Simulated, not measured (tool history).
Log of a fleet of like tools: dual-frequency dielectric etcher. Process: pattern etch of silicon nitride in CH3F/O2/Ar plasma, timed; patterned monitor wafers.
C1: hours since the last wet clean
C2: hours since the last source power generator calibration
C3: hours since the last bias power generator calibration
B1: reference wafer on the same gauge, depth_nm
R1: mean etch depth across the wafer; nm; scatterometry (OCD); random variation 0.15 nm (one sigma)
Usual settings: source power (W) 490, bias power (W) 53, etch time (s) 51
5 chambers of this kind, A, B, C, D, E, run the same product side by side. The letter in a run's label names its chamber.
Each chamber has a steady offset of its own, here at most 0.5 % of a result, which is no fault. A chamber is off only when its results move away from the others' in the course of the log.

{"run": "1C", "hour": 8.2, "source power (W)": 490, "bias power (W)": 53, "etch time (s)": 51, "C1": 163.7, "C2": 2051.9, "C3": 1027.1, "B1": 29.206, "R1": 35.167}
{"run": "2D", "hour": 16.4, "source power (W)": 490, "bias power (W)": 53, "etch time (s)": 51, "C1": 116.1, "C2": 1111.9, "C3": 1187.6, "B1": 29.222, "R1": 34.952}
{"hour": 21.1, "done": "chamber B: wet clean of the chamber"}
{"run": "3A", "hour": 23.8, "source power (W)": 490, "bias power (W)": 53, "etch time (s)": 51, "C1": 378.5, "C2": 2190.8, "C3": 3677.5, "B1": 29.237, "R1": 34.96}
{"run": "4B", "hour": 32.4, "source power (W)": 490, "bias power (W)": 53, "etch time (s)": 51, "C1": 11.3, "C2": 1827.3, "C3": 3403.4, "B1": 29.187, "R1": 34.809}
{"run": "5E", "hour": 44.0, "source power (W)": 490, "bias power (W)": 53, "etch time (s)": 51, "C1": 368.6, "C2": 1279.7, "C3": 608.8, "B1": 29.202, "R1": 35.14}
{"run": "6A", "hour": 56.5, "source power (W)": 410, "bias power (W)": 53, "etch time (s)": 37, "C1": 411.2, "C2": 2223.5, "C3": 3710.2, "B1": 29.22, "R1": 23.517}
{"run": "7C", "hour": 64.8, "source power (W)": 410, "bias power (W)": 53, "etch time (s)": 37, "C1": 220.3, "C2": 2108.5, "C3": 1083.7, "B1": 29.213, "R1": 23.665}
{"run": "8E", "hour": 75.8, "source power (W)": 410, "bias power (W)": 53, "etch time (s)": 37, "C1": 400.4, "C2": 1311.5, "C3": 640.6, "B1": 29.171, "R1": 23.504}
{"run": "9B", "hour": 86.3, "source power (W)": 410, "bias power (W)": 53, "etch time (s)": 37, "C1": 65.2, "C2": 1881.2, "C3": 3457.3, "B1": 29.176, "R1": 23.779}
{"run": "10D", "hour": 93.6, "source power (W)": 410, "bias power (W)": 53, "etch time (s)": 37, "C1": 193.3, "C2": 1189.1, "C3": 1264.8, "B1": 29.207, "R1": 23.561}
{"run": "11B", "hour": 102.7, "source power (W)": 440, "bias power (W)": 53, "etch time (s)": 59, "C1": 81.6, "C2": 1897.6, "C3": 3473.7, "B1": 29.205, "R1": 38.656}
{"run": "12A", "hour": 112.2, "source power (W)": 440, "bias power (W)": 53, "etch time (s)": 59, "C1": 466.9, "C2": 2279.2, "C3": 3765.9, "B1": 29.192, "R1": 38.613}
{"run": "13C", "hour": 119.4, "source power (W)": 440, "bias power (W)": 53, "etch time (s)": 59, "C1": 274.9, "C2": 2163.1, "C3": 1138.3, "B1": 29.188, "R1": 38.49}
{"hour": 119.5, "done": "chamber A: wet clean of the chamber"}
{"run": "14D", "hour": 127.0, "source power (W)": 440, "bias power (W)": 53, "etch time (s)": 59, "C1": 226.7, "C2": 1222.5, "C3": 1298.2, "B1": 29.164, "R1": 38.884}
{"run": "15E", "hour": 133.5, "source power (W)": 440, "bias power (W)": 53, "etch time (s)": 59, "C1": 458.1, "C2": 1369.2, "C3": 698.3, "B1": 29.218, "R1": 38.714}
{"run": "16E", "hour": 139.2, "source power (W)": 490, "bias power (W)": 53, "etch time (s)": 51, "C1": 463.8, "C2": 1374.9, "C3": 704.0, "B1": 29.227, "R1": 34.588}
{"run": "17C", "hour": 147.9, "source power (W)": 600, "bias power (W)": 53, "etch time (s)": 51, "C1": 303.4, "C2": 2191.6, "C3": 1166.8, "B1": 29.215, "R1": 37.474}
{"run": "18B", "hour": 155.2, "source power (W)": 600, "bias power (W)": 53, "etch time (s)": 51, "C1": 134.1, "C2": 1950.1, "C3": 3526.2, "B1": 29.227, "R1": 37.694}
{"run": "19D", "hour": 167.5, "source power (W)": 600, "bias power (W)": 53, "etch time (s)": 51, "C1": 267.2, "C2": 1263.0, "C3": 1338.7, "B1": 29.191, "R1": 37.874}
{"run": "20A", "hour": 178.3, "source power (W)": 600, "bias power (W)": 53, "etch time (s)": 51, "C1": 58.9, "C2": 2345.3, "C3": 3832.0, "B1": 29.223, "R1": 37.591}
{"run": "21C", "hour": 190.7, "source power (W)": 600, "bias power (W)": 53, "etch time (s)": 51, "C1": 346.2, "C2": 2234.4, "C3": 1209.6, "B1": 29.208, "R1": 37.167}
{"run": "22A", "hour": 198.0, "source power (W)": 490, "bias power (W)": 53, "etch time (s)": 51, "C1": 78.6, "C2": 2365.0, "C3": 3851.7, "B1": 29.185, "R1": 34.685}
{"run": "23D", "hour": 205.2, "source power (W)": 490, "bias power (W)": 53, "etch time (s)": 51, "C1": 304.9, "C2": 1300.7, "C3": 1376.4, "B1": 29.199, "R1": 34.808}
{"run": "24E", "hour": 211.4, "source power (W)": 490, "bias power (W)": 53, "etch time (s)": 51, "C1": 536.0, "C2": 1447.1, "C3": 776.2, "B1": 29.218, "R1": 34.957}
{"run": "25B", "hour": 217.1, "source power (W)": 490, "bias power (W)": 53, "etch time (s)": 51, "C1": 196.0, "C2": 2012.0, "C3": 3588.1, "B1": 29.194, "R1": 34.776}
{"hour": 220.3, "done": "chamber E: wet clean of the chamber"}
{"run": "26C", "hour": 225.4, "source power (W)": 490, "bias power (W)": 53, "etch time (s)": 51, "C1": 380.9, "C2": 2269.1, "C3": 1244.3, "B1": 29.243, "R1": 34.164}
{"run": "27E", "hour": 234.2, "source power (W)": 490, "bias power (W)": 53, "etch time (s)": 51, "C1": 14.0, "C2": 1469.9, "C3": 799.0, "B1": 29.242, "R1": 34.779}
{"run": "28D", "hour": 242.7, "source power (W)": 490, "bias power (W)": 53, "etch time (s)": 51, "C1": 342.4, "C2": 1338.2, "C3": 1413.9, "B1": 29.204, "R1": 34.882}
{"run": "29B", "hour": 251.4, "source power (W)": 430, "bias power (W)": 53, "etch time (s)": 42, "C1": 230.3, "C2": 2046.3, "C3": 3622.4, "B1": 29.198, "R1": 27.229}
{"run": "30A", "hour": 262.3, "source power (W)": 430, "bias power (W)": 53, "etch time (s)": 42, "C1": 142.9, "C2": 2429.3, "C3": 3916.0, "B1": 29.213, "R1": 27.213}
{"hour": 263.3, "done": "chamber D: wet clean of the chamber"}
{"run": "31E", "hour": 269.6, "source power (W)": 430, "bias power (W)": 53, "etch time (s)": 42, "C1": 49.4, "C2": 1505.3, "C3": 834.4, "B1": 29.178, "R1": 27.389}
{"run": "32C", "hour": 279.8, "source power (W)": 430, "bias power (W)": 53, "etch time (s)": 42, "C1": 435.3, "C2": 2323.5, "C3": 1298.7, "B1": 29.212, "R1": 26.377}
{"run": "33A", "hour": 290.7, "source power (W)": 430, "bias power (W)": 53, "etch time (s)": 42, "C1": 171.3, "C2": 2457.7, "C3": 3944.4, "B1": 29.205, "R1": 27.167}
{"run": "34B", "hour": 301.0, "source power (W)": 490, "bias power (W)": 53, "etch time (s)": 51, "C1": 279.9, "C2": 2095.9, "C3": 3672.0, "B1": 29.223, "R1": 34.865}
{"run": "35D", "hour": 309.1, "source power (W)": 490, "bias power (W)": 53, "etch time (s)": 51, "C1": 45.9, "C2": 1404.6, "C3": 1480.3, "B1": 29.183, "R1": 34.773}
{"run": "36A", "hour": 317.8, "source power (W)": 490, "bias power (W)": 53, "etch time (s)": 51, "C1": 198.4, "C2": 2484.8, "C3": 3971.5, "B1": 29.197, "R1": 34.943}
{"run": "37B", "hour": 326.8, "source power (W)": 410, "bias power (W)": 53, "etch time (s)": 51, "C1": 305.7, "C2": 2121.7, "C3": 3697.8, "B1": 29.232, "R1": 32.564}
{"run": "38D", "hour": 333.5, "source power (W)": 410, "bias power (W)": 53, "etch time (s)": 51, "C1": 70.3, "C2": 1429.0, "C3": 1504.7, "B1": 29.238, "R1": 32.592}
{"run": "39E", "hour": 344.2, "source power (W)": 410, "bias power (W)": 53, "etch time (s)": 51, "C1": 124.0, "C2": 1579.9, "C3": 909.0, "B1": 29.209, "R1": 32.502}
{"run": "40C", "hour": 351.4, "source power (W)": 410, "bias power (W)": 53, "etch time (s)": 51, "C1": 506.9, "C2": 2395.1, "C3": 1370.3, "B1": 29.179, "R1": 31.407}
{"run": "41B", "hour": 356.9, "source power (W)": 410, "bias power (W)": 53, "etch time (s)": 51, "C1": 335.8, "C2": 2151.8, "C3": 3727.9, "B1": 29.171, "R1": 32.416}

All 5 chambers run these settings next. Forecast each chamber's results:
{"run": "42A", "hour": 365.9, "source power (W)": 490, "bias power (W)": 53, "etch time (s)": 51, "R1": "?"}
{"run": "42B", "hour": 365.9, "source power (W)": 490, "bias power (W)": 53, "etch time (s)": 51, "R1": "?"}
{"run": "42C", "hour": 365.9, "source power (W)": 490, "bias power (W)": 53, "etch time (s)": 51, "R1": "?"}
{"run": "42D", "hour": 365.9, "source power (W)": 490, "bias power (W)": 53, "etch time (s)": 51, "R1": "?"}
{"run": "42E", "hour": 365.9, "source power (W)": 490, "bias power (W)": 53, "etch time (s)": 51, "R1": "?"}

run=42A R1=34.695
run=42B R1=35.159
run=42C R1=33.293
run=42D R1=35.043
run=42E R1=34.968
